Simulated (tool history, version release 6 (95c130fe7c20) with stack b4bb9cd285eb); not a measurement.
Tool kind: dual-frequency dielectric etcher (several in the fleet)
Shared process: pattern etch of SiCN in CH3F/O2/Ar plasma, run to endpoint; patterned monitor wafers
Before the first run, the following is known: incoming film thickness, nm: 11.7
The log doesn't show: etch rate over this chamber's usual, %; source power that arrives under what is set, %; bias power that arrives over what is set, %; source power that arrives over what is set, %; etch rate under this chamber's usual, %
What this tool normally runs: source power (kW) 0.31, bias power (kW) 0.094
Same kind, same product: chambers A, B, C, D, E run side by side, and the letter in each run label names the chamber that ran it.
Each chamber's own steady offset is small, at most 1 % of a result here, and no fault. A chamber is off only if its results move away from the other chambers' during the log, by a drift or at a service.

| run | day | source power (kW) | bias power (kW) | hours since the last wet clean | hours since the last source power generator calibration | hours since the last bias power generator calibration | endpoint time (s) |
|---|---|---|---|---|---|---|---|
| 1C | 0.288 | 0.31 | 0.094 | 219.7 | 2533.6 | 639.7 | 30.874 |
| 2D | 0.821 | 0.31 | 0.094 | 277.5 | 4507.9 | 201.9 | 31.175 |
| 3B | 1.246 | 0.31 | 0.094 | 229.9 | 4106.8 | 1819.3 | 31.004 |
| 4E | 1.742 | 0.31 | 0.094 | 48.7 | 2675.5 | 2096.8 | 31.164 |
| 5A | 2 | 0.31 | 0.094 | 201.2 | 2377.5 | 3533.4 | 31.337 |
| 6A | 2.333 | 0.26 | 0.117 | 209.2 | 2385.5 | 3541.4 | 30.53 |
| 7C | 2.704 | 0.26 | 0.117 | 277.7 | 2591.6 | 697.7 | 30.779 |
| 8E | 3.142 | 0.26 | 0.117 | 82.3 | 2709.1 | 2130.4 | 30.346 |
| 9D | 3.658 | 0.26 | 0.117 | 345.6 | 4576 | 270 | 30.627 |
| 10B | 4.067 | 0.26 | 0.117 | 297.6 | 4174.5 | 1887 | 30.27 |
| 11A | 4.554 | 0.31 | 0.094 | 262.5 | 2438.8 | 3594.7 | 31.08 |
| 12D | 5.067 | 0.28 | 0.107 | 379.4 | 4609.8 | 303.8 | 30.807 |
| 13B | 5.575 | 0.28 | 0.107 | 333.8 | 4210.7 | 1923.2 | 30.63 |
| 14C | 5.854 | 0.28 | 0.107 | 353.3 | 2667.2 | 773.3 | 30.929 |
|  | 5.958 | chamber D: wet clean of the chamber |
| 15E | 6.279 | 0.28 | 0.107 | 157.6 | 2784.4 | 2205.7 | 30.416 |
| 16D | 6.621 | 0.28 | 0.107 | 15.9 | 4647.1 | 341.1 | 30.778 |
| 17B | 7.179 | 0.31 | 0.094 | 372.3 | 4249.2 | 1961.7 | 30.878 |
|  | 7.321 | chamber A: wet clean of the chamber |
| 18A | 7.55 | 0.31 | 0.094 | 5.6 | 2510.7 | 3666.6 | 31.181 |
| 19E | 8.008 | 0.31 | 0.094 | 199.1 | 2825.9 | 2247.2 | 31.171 |
| 20C | 8.521 | 0.31 | 0.094 | 417.3 | 2731.2 | 837.3 | 30.996 |
|  | 8.771 | chamber B: wet clean of the chamber |
| 21E | 8.979 | 0.31 | 0.094 | 222.4 | 2849.2 | 2270.5 | 31.054 |
|  | 9.058 | chamber C: wet clean of the chamber |
| 22A | 9.304 | 0.31 | 0.094 | 47.7 | 2552.8 | 3708.7 | 31.082 |
| 23B | 9.858 | 0.31 | 0.094 | 26.1 | 4313.5 | 2026 | 30.39 |
| 24D | 10.367 | 0.28 | 0.094 | 105.8 | 4737 | 431 | 32.312 |
| 25C | 10.929 | 0.28 | 0.094 | 45 | 2789 | 895.1 | 32.033 |
| 26B | 11.267 | 0.28 | 0.094 | 59.9 | 4347.3 | 2059.8 | 32.157 |
| 27C | 11.825 | 0.28 | 0.094 | 66.5 | 2810.5 | 916.6 | 32.303 |
| 28E | 12.225 | 0.28 | 0.094 | 300.3 | 2927.1 | 2348.4 | 32.894 |
| 29D | 12.725 | 0.31 | 0.094 | 162.4 | 4793.6 | 487.6 | 31.395 |
| 30A | 13.104 | 0.31 | 0.094 | 138.9 | 2644 | 3799.9 | 30.747 |
| 31C | 13.571 | 0.31 | 0.094 | 108.4 | 2852.4 | 958.5 | 31.374 |
| 32D | 13.917 | 0.31 | 0.094 | 191 | 4822.2 | 516.2 | 31.119 |
|  | 14.075 | chamber E: wet clean of the chamber |
| 33B | 14.283 | 0.31 | 0.094 | 132.3 | 4419.7 | 2132.2 | 31.011 |
| 34A | 14.6 | 0.31 | 0.094 | 174.8 | 2679.9 | 3835.8 | 31.199 |
| 35E | 15.162 | 0.31 | 0.094 | 26.2 | 2997.6 | 2418.9 | 30.677 |
| 36D | 15.525 | 0.24 | 0.094 | 229.6 | 4860.8 | 554.8 | 34.166 |
| 37C | 15.862 | 0.24 | 0.094 | 163.4 | 2907.4 | 1013.5 | 34.395 |
|  | 16.388 | chamber D: source power generator calibrated |
| 38E | 16.429 | 0.24 | 0.094 | 56.6 | 3028 | 2449.3 | 34.286 |
| 39A | 16.996 | 0.24 | 0.094 | 232.3 | 2737.4 | 3893.3 | 34.363 |
| 40B | 17.471 | 0.24 | 0.094 | 208.8 | 4496.2 | 2208.7 | 34.282 |
| 41A | 18.054 | 0.31 | 0.094 | 257.7 | 2762.8 | 3918.7 | 31.507 |
| 42D | 18.388 | 0.31 | 0.094 | 298.3 | 48.1 | 623.5 | 31.035 |
| 43E | 18.712 | 0.31 | 0.094 | 111.4 | 3082.8 | 2504.1 | 31.095 |

Does one chamber stand apart from the rest, does the shared gauge drift, or is all well apart from small per-chamber offsets? Give the chamber and the most likely cause, where there is one.

Beyond each chamber's small constant offset nothing stands out, and the gauge stays steady.

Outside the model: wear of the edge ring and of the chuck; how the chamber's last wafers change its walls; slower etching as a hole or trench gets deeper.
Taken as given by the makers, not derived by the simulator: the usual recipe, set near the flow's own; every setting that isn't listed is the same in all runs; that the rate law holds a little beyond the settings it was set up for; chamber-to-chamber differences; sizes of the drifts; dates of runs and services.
